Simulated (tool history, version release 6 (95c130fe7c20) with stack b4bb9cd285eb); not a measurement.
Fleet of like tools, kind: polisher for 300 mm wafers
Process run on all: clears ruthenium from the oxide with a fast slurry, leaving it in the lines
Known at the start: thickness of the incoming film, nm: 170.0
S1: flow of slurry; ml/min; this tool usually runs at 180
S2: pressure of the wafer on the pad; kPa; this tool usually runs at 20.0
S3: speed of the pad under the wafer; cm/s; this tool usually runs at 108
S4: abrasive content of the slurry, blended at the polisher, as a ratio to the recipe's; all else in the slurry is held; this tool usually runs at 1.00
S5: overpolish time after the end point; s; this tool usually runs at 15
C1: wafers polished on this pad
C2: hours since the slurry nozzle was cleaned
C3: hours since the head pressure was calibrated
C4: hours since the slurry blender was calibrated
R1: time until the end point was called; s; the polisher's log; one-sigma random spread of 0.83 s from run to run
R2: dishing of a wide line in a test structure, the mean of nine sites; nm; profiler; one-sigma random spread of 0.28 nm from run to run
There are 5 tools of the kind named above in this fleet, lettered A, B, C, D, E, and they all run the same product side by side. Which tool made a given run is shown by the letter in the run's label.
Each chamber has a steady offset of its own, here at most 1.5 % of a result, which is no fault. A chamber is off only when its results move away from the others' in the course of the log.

| run | day | S1 | S2 | S3 | S4 | S5 | C1 | C2 | C3 | C4 | R1 | R2 |
|---|---|---|---|---|---|---|---|---|---|---|---|---|
| 1D | 0.204 | 180 | 20.0 | 108 | 1.00 | 15 | 397 | 394.5 | 245.1 | 90.9 | 41.519 | 23.468 |
| 2E | 0.417 | 180 | 20.0 | 108 | 1.00 | 15 | 438 | 247.7 | 559.7 | 94.6 | 43.809 | 23.538 |
| 3C | 0.558 | 180 | 20.0 | 108 | 1.00 | 15 | 252 | 220.0 | 440.0 | 100.2 | 42.021 | 23.288 |
| 4A | 0.850 | 180 | 20.0 | 108 | 1.00 | 15 | 775 | 373.7 | 440.7 | 152.8 | 41.808 | 23.228 |
|  | 1.017 | chamber E: slurry blender recalibrated |
| 5B | 1.108 | 180 | 20.0 | 108 | 1.00 | 15 | 370 | 69.3 | 255.7 | 100.1 | 42.945 | 23.652 |
| 6E | 1.275 | 180 | 20.0 | 108 | 1.00 | 15 | 618 | 268.3 | 580.3 | 6.3 | 41.709 | 23.498 |
|  | 1.362 | chamber A: worn pad replaced by a new one |
| 7C | 1.492 | 180 | 20.0 | 108 | 1.00 | 15 | 448 | 242.4 | 462.4 | 122.6 | 41.585 | 23.369 |
|  | 1.658 | chamber D: slurry blender recalibrated |
| 8D | 1.704 | 180 | 20.0 | 108 | 1.00 | 15 | 712 | 430.5 | 281.1 | 1.2 | 42.871 | 23.788 |
| 9B | 1.858 | 180 | 20.0 | 108 | 1.00 | 15 | 527 | 87.3 | 273.7 | 118.1 | 42.001 | 23.380 |
| 10A | 2.112 | 180 | 20.0 | 108 | 1.00 | 15 | 158 | 404.0 | 471.0 | 183.1 | 42.753 | 23.520 |
|  | 2.329 | chamber C: head pressure recalibrated |
| 11A | 2.342 | 180 | 20.0 | 108 | 1.00 | 15 | 206 | 409.5 | 476.5 | 188.6 | 42.893 | 22.929 |
| 12B | 2.475 | 180 | 20.0 | 108 | 1.00 | 15 | 657 | 102.1 | 288.5 | 132.9 | 42.669 | 23.345 |
| 13C | 2.604 | 220 | 20.0 | 108 | 1.00 | 23 | 682 | 269.1 | 6.7 | 149.3 | 45.317 | 25.407 |
| 14D | 2.779 | 220 | 20.0 | 108 | 1.00 | 23 | 938 | 456.3 | 306.9 | 27.0 | 40.624 | 25.504 |
| 15E | 2.979 | 220 | 20.0 | 108 | 1.00 | 23 | 976 | 309.2 | 621.2 | 47.2 | 41.524 | 25.993 |
|  | 3.100 | chamber B: worn pad replaced by a new one |
| 16D | 3.200 | 220 | 20.0 | 108 | 1.00 | 23 | 1026 | 466.4 | 317.0 | 37.1 | 41.057 | 26.218 |
|  | 3.333 | chamber E: worn pad replaced by a new one |
| 17E | 3.483 | 220 | 20.0 | 108 | 1.00 | 23 | 32 | 321.3 | 633.3 | 59.3 | 41.804 | 26.051 |
| 18B | 3.625 | 180 | 20.0 | 108 | 1.00 | 15 | 110 | 129.7 | 316.1 | 160.5 | 42.811 | 23.420 |
|  | 3.825 | chamber C: worn pad replaced by a new one |
| 19A | 3.858 | 180 | 20.0 | 108 | 1.00 | 15 | 525 | 445.9 | 512.9 | 225.0 | 41.771 | 23.423 |
| 20C | 4.000 | 180 | 20.0 | 108 | 1.00 | 15 | 36 | 302.6 | 40.2 | 182.8 | 47.652 | 22.063 |
|  | 4.108 | chamber B: slurry blender recalibrated |
| 21D | 4.242 | 180 | 20.0 | 108 | 1.00 | 15 | 1245 | 491.4 | 342.0 | 62.1 | 44.430 | 23.561 |
| 22B | 4.412 | 225 | 25.5 | 108 | 1.00 | 15 | 275 | 148.6 | 335.0 | 7.3 | 32.330 | 25.219 |
|  | 4.508 | chamber D: worn pad replaced by a new one |
| 23E | 4.571 | 225 | 25.5 | 108 | 1.00 | 15 | 260 | 347.4 | 659.4 | 85.4 | 31.335 | 24.586 |
| 24C | 4.825 | 225 | 25.5 | 108 | 1.00 | 15 | 210 | 322.4 | 60.0 | 202.6 | 35.421 | 24.121 |
| 25A | 5.025 | 225 | 25.5 | 108 | 1.00 | 15 | 770 | 473.9 | 540.9 | 253.0 | 31.776 | 25.245 |
| 26B | 5.292 | 225 | 25.5 | 108 | 1.00 | 15 | 460 | 169.7 | 356.1 | 28.4 | 33.417 | 24.633 |
| 27C | 5.583 | 180 | 20.0 | 108 | 1.00 | 15 | 369 | 340.6 | 78.2 | 220.8 | 46.220 | 22.824 |
|  | 5.604 | chamber A: head pressure recalibrated |
|  | 5.762 | chamber A: slurry nozzle cleaned |
| 28E | 5.800 | 180 | 20.0 | 108 | 1.00 | 15 | 518 | 376.9 | 688.9 | 114.9 | 42.753 | 23.431 |
| 29A | 6.050 | 180 | 20.0 | 108 | 1.00 | 15 | 985 | 7.0 | 10.7 | 277.6 | 42.804 | 23.640 |
|  | 6.167 | chamber E: slurry blender recalibrated |
| 30D | 6.217 | 180 | 20.0 | 108 | 1.00 | 15 | 359 | 538.8 | 389.4 | 109.5 | 41.390 | 23.417 |
|  | 6.242 | chamber A: worn pad replaced by a new one |
| 31C | 6.362 | 180 | 20.0 | 108 | 1.00 | 15 | 532 | 359.3 | 96.9 | 239.5 | 46.838 | 22.295 |
|  | 6.379 | chamber E: head pressure recalibrated |
|  | 6.408 | chamber D: slurry blender recalibrated |
| 32A | 6.625 | 180 | 20.0 | 108 | 1.15 | 15 | 80 | 20.8 | 24.5 | 291.4 | 40.172 | 23.881 |
| 33B | 6.862 | 180 | 20.0 | 108 | 1.15 | 15 | 790 | 207.4 | 393.8 | 66.1 | 41.058 | 23.661 |
| 34E | 6.992 | 180 | 20.0 | 108 | 1.15 | 15 | 768 | 405.5 | 14.7 | 19.8 | 41.911 | 23.533 |
|  | 7.079 | chamber B: worn pad replaced by a new one |
|  | 7.267 | chamber D: head pressure recalibrated |
| 35D | 7.275 | 180 | 20.0 | 108 | 1.15 | 15 | 581 | 564.2 | 0.3 | 20.8 | 40.426 | 24.044 |
| 36A | 7.458 | 180 | 20.0 | 108 | 1.15 | 15 | 255 | 40.8 | 44.5 | 311.4 | 39.974 | 23.420 |
| 37B | 7.658 | 180 | 20.0 | 108 | 1.00 | 15 | 122 | 226.5 | 412.9 | 85.2 | 43.528 | 23.365 |

All 5 chambers run these settings next. Forecast each chamber's results:
| 38A | 7.867 | 240 | 20.0 | 108 | 1.00 | 15 |  |  |  |  | ? | ? |
| 38B | 7.867 | 240 | 20.0 | 108 | 1.00 | 15 |  |  |  |  | ? | ? |
| 38C | 7.867 | 240 | 20.0 | 108 | 1.00 | 15 |  |  |  |  | ? | ? |
| 38D | 7.867 | 240 | 20.0 | 108 | 1.00 | 15 |  |  |  |  | ? | ? |
| 38E | 7.867 | 240 | 20.0 | 108 | 1.00 | 15 |  |  |  |  | ? | ? |

| run | R1 | R2 |
|---|---|---|
| 38A | 41.275 | 23.782 |
| 38B | 40.094 | 23.274 |
| 38C | 43.948 | 23.158 |
| 38D | 41.205 | 23.853 |
| 38E | 41.100 | 23.438 |
